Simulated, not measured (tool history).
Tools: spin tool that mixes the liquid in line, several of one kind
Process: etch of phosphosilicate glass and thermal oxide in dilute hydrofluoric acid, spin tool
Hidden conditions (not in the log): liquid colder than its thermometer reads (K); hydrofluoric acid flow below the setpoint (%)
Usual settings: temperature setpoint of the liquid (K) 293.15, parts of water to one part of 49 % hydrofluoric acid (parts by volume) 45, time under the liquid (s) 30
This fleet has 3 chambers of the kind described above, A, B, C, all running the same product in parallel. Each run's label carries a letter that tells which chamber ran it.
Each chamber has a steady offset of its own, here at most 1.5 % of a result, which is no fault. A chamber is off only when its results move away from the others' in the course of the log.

| run | day | temperature setpoint of the liquid (K) | parts of water to one part of 49 % hydrofluoric acid (parts by volume) | time under the liquid (s) | hours since the thermometer was replaced | hours since the hydrofluoric acid flow meter was replaced | read-back film thickness of the phosphosilicate glass reference wafer, read on the same gauge (nm) | read-back film thickness of the thermal oxide reference wafer, read on the same gauge (nm) | thickness taken off the phosphosilicate glass on a monitor wafer (Å) | thickness taken off the thermal oxide on a monitor wafer (Å) |
|---|---|---|---|---|---|---|---|---|---|---|
| 1A | 0.333 | 293.15 | 45 | 30 | 373.3 | 723.5 | 129.97 | 129.99 | 962.3 | 28.389 |
| 2C | 0.567 | 293.15 | 45 | 30 | 71.7 | 487.2 | 130.04 | 130.02 | 961.96 | 28.018 |
| 3B | 0.829 | 293.15 | 45 | 30 | 635.6 | 262.3 | 129.99 | 129.99 | 967.7 | 28.025 |
| 4A | 1.1 | 293.15 | 45 | 30 | 391.7 | 741.9 | 130.03 | 129.99 | 966.42 | 26.967 |
| 5C | 1.471 | 293.15 | 45 | 30 | 93.4 | 508.9 | 130 | 129.99 | 959.87 | 27.311 |
| 6B | 1.833 | 293.15 | 45 | 30 | 659.7 | 286.4 | 130 | 130.01 | 967.38 | 28.109 |
| 7C | 2.204 | 293.15 | 45 | 30 | 111 | 526.5 | 129.94 | 130.02 | 958.12 | 27.227 |
| 8A | 2.475 | 293.15 | 45 | 30 | 424.7 | 774.9 | 130.03 | 130.04 | 964.34 | 27.757 |
| 9B | 2.712 | 293.15 | 45 | 30 | 680.8 | 307.5 | 129.99 | 130.02 | 968.01 | 28.052 |
| 10B | 3.067 | 290.15 | 45 | 45 | 689.3 | 316 | 130.03 | 129.96 | 1280.4 | 36.083 |
| 11A | 3.304 | 290.15 | 45 | 45 | 444.6 | 794.8 | 130 | 129.99 | 1264.6 | 36.257 |
| 12C | 3.704 | 290.15 | 45 | 45 | 147 | 562.5 | 130.01 | 129.99 | 1257.5 | 35.885 |
| 13A | 4.008 | 293.15 | 55 | 15 | 461.5 | 811.7 | 130.01 | 129.98 | 388.6 | 11.34 |
| 14C | 4.233 | 293.15 | 55 | 15 | 159.7 | 575.2 | 129.97 | 129.99 | 386.18 | 11.198 |
| 15B | 4.521 | 293.15 | 55 | 15 | 724.2 | 350.9 | 130.07 | 129.97 | 389.35 | 11.482 |
| 16C | 4.779 | 293.15 | 45 | 30 | 172.8 | 588.3 | 129.99 | 129.99 | 956.42 | 26.597 |
| 17A | 5.054 | 293.15 | 45 | 30 | 486.6 | 836.8 | 130.01 | 129.98 | 962.13 | 27.467 |
| 18B | 5.429 | 293.15 | 45 | 30 | 746 | 372.7 | 129.99 | 130 | 970.39 | 27.948 |
| 19B | 5.821 | 293.15 | 45 | 30 | 755.4 | 382.1 | 129.99 | 129.99 | 966.65 | 27.764 |
| 20C | 6.004 | 293.15 | 45 | 30 | 202.2 | 617.7 | 130.03 | 130 | 960.76 | 27.76 |
| 21A | 6.267 | 293.15 | 35 | 15 | 515.7 | 865.9 | 130.03 | 129.99 | 626.78 | 17.931 |
| 22B | 6.667 | 293.15 | 35 | 15 | 775.7 | 402.4 | 129.98 | 130 | 626.91 | 17.908 |

Has any chamber moved away from the others, gradually or after a service, or does the common gauge drift, or do the chambers differ only by their own small steady offsets? State the chamber and the most likely cause if one applies.

Beyond each chamber's small constant offset nothing stands out, and the gauge stays steady.

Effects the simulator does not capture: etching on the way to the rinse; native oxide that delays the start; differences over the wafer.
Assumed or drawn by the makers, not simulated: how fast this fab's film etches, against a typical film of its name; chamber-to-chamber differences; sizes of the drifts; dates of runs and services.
